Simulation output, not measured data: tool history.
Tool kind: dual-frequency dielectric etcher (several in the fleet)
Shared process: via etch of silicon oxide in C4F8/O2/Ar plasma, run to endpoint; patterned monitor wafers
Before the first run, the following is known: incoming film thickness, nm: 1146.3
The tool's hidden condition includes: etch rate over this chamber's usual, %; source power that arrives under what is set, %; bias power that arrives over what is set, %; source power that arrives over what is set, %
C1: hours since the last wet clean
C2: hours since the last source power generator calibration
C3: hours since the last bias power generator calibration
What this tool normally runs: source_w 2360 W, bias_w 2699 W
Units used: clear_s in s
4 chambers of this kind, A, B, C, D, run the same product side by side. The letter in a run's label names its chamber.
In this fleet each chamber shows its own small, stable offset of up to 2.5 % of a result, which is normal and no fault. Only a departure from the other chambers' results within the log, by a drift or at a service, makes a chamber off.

run 1C day=0.208 | source_w=2360 bias_w=2699 | C1=323 C2=2282.3 C3=694.8 | clear_s=192
run 2D day=0.408 | source_w=2360 bias_w=2699 | C1=27.1 C2=4820.3 C3=2627.4 | clear_s=195.94
run 3A day=0.588 | source_w=2360 bias_w=2699 | C1=214.7 C2=113.2 C3=929.5 | clear_s=193.22
run 4B day=0.696 | source_w=2360 bias_w=2699 | C1=227.5 C2=518.4 C3=1392.8 | clear_s=199.09
run 5B day=0.825 | source_w=2360 bias_w=2699 | C1=230.6 C2=521.5 C3=1395.9 | clear_s=198.03
run 6A day=1.004 | source_w=2360 bias_w=2699 | C1=224.7 C2=123.2 C3=939.5 | clear_s=194.32
run 7C day=1.175 | source_w=2360 bias_w=2699 | C1=346.2 C2=2305.5 C3=718 | clear_s=192.36
run 8D day=1.375 | source_w=2780 bias_w=2450 | C1=50.3 C2=4843.5 C3=2650.6 | clear_s=188.6
run 9B day=1.529 | source_w=2780 bias_w=2450 | C1=247.5 C2=538.4 C3=1412.8 | clear_s=189.83
run 10A day=1.712 | source_w=2780 bias_w=2450 | C1=241.7 C2=140.2 C3=956.5 | clear_s=187.05
run 11D day=1.938 | source_w=2780 bias_w=2450 | C1=63.8 C2=4857 C3=2664.1 | clear_s=188.49
run 12C day=2.142 | source_w=2360 bias_w=2699 | C1=369.4 C2=2328.7 C3=741.2 | clear_s=191.45
run 13B day=2.292 | source_w=2360 bias_w=2699 | C1=265.8 C2=556.7 C3=1431.1 | clear_s=198.96
run 14D day=2.417 | source_w=2360 bias_w=2699 | C1=75.3 C2=4868.5 C3=2675.6 | clear_s=196.52
run 15A day=2.538 | source_w=2360 bias_w=2699 | C1=261.5 C2=160 C3=976.3 | clear_s=193.6
run 16C day=2.721 | source_w=2360 bias_w=2699 | C1=383.3 C2=2342.6 C3=755.1 | clear_s=190.38
run 17A day=2.917 | source_w=2830 bias_w=2699 | C1=270.6 C2=169.1 C3=985.4 | clear_s=179.41
run 18C day=3.029 | source_w=2830 bias_w=2699 | C1=390.7 C2=2350 C3=762.5 | clear_s=177.85
run 19B day=3.158 | source_w=2830 bias_w=2699 | C1=286.6 C2=577.5 C3=1451.9 | clear_s=184.18
run 20D day=3.342 | source_w=2830 bias_w=2699 | C1=97.5 C2=4890.7 C3=2697.8 | clear_s=182.48
run 21B day=3.525 | source_w=2360 bias_w=2699 | C1=295.4 C2=586.3 C3=1460.7 | clear_s=197.01
run 22D day=3.696 | source_w=2360 bias_w=2699 | C1=106 C2=4899.2 C3=2706.3 | clear_s=195.46
run 23A day=3.854 | source_w=2360 bias_w=2699 | C1=293.1 C2=191.6 C3=1007.9 | clear_s=192.48
run 24C day=4.046 | source_w=2360 bias_w=2699 | C1=415.1 C2=2374.4 C3=786.9 | clear_s=189.69
run 25C day=4.262 | source_w=2360 bias_w=2699 | C1=420.3 C2=2379.6 C3=792.1 | clear_s=188.94
run 26B day=4.462 | source_w=2360 bias_w=2699 | C1=317.9 C2=608.8 C3=1483.2 | clear_s=197.6
run 27A day=4.662 | source_w=1840 bias_w=2699 | C1=312.5 C2=211 C3=1027.3 | clear_s=214.05
run 28D day=4.788 | source_w=1840 bias_w=2699 | C1=132.2 C2=4925.4 C3=2732.5 | clear_s=216.47
run 29A day=4.95 | source_w=1840 bias_w=2699 | C1=319.4 C2=217.9 C3=1034.2 | clear_s=213.55
run 30C day=5.104 | source_w=1840 bias_w=2699 | C1=440.5 C2=2399.8 C3=812.3 | clear_s=208.45
run 31B day=5.217 | source_w=2360 bias_w=2699 | C1=336 C2=626.9 C3=1501.3 | clear_s=198.56
run 32D day=5.442 | source_w=1790 bias_w=2699 | C1=147.9 C2=4941.1 C3=2748.2 | clear_s=218.17
run 33C day=5.667 | source_w=1790 bias_w=2699 | C1=454 C2=2413.3 C3=825.8 | clear_s=210.62
run 34B day=5.883 | source_w=1790 bias_w=2699 | C1=352 C2=642.9 C3=1517.3 | clear_s=220.64

One chamber off, gauge drift, or nothing amiss beyond the chambers' own small offsets? If it is a chamber, which one, and what is the likeliest cause?

Little by little, chamber C moves away from the other chambers.
Cause: etch rate over this chamber's usual, % = 2.28.
The log may not tell that from: source power that arrives over what is set, %.

Below are 4 candidate recipes for chamber C's next run, each the usual settings with a change, their results shown as question marks. Which of them brings C's results back in line with what the other chambers give on the usual settings?
A result is in line if it is within this distance of the other chambers' mean on the usual settings: clear_s 2.2 s
run 35C-1 day=6.05 | source_w=2620 bias_w=2699 | clear_s=?
run 35C-2 day=6.05 | source_w=2100 bias_w=2699 | clear_s=?
run 35C-3 day=6.05 | source_w=2100 bias_w=2463 | clear_s=?
run 35C-4 day=6.05 | source_w=2360 bias_w=3374 | clear_s=?

The mean the other chambers reach with the usual settings: clear_s 195.96 s
run=35C-1 clear_s=180.34
run=35C-2 clear_s=196.59
run=35C-3 clear_s=202.13
run=35C-4 clear_s=175.26
35C-2 is the one that brings the chamber's results back in line with the other chambers.
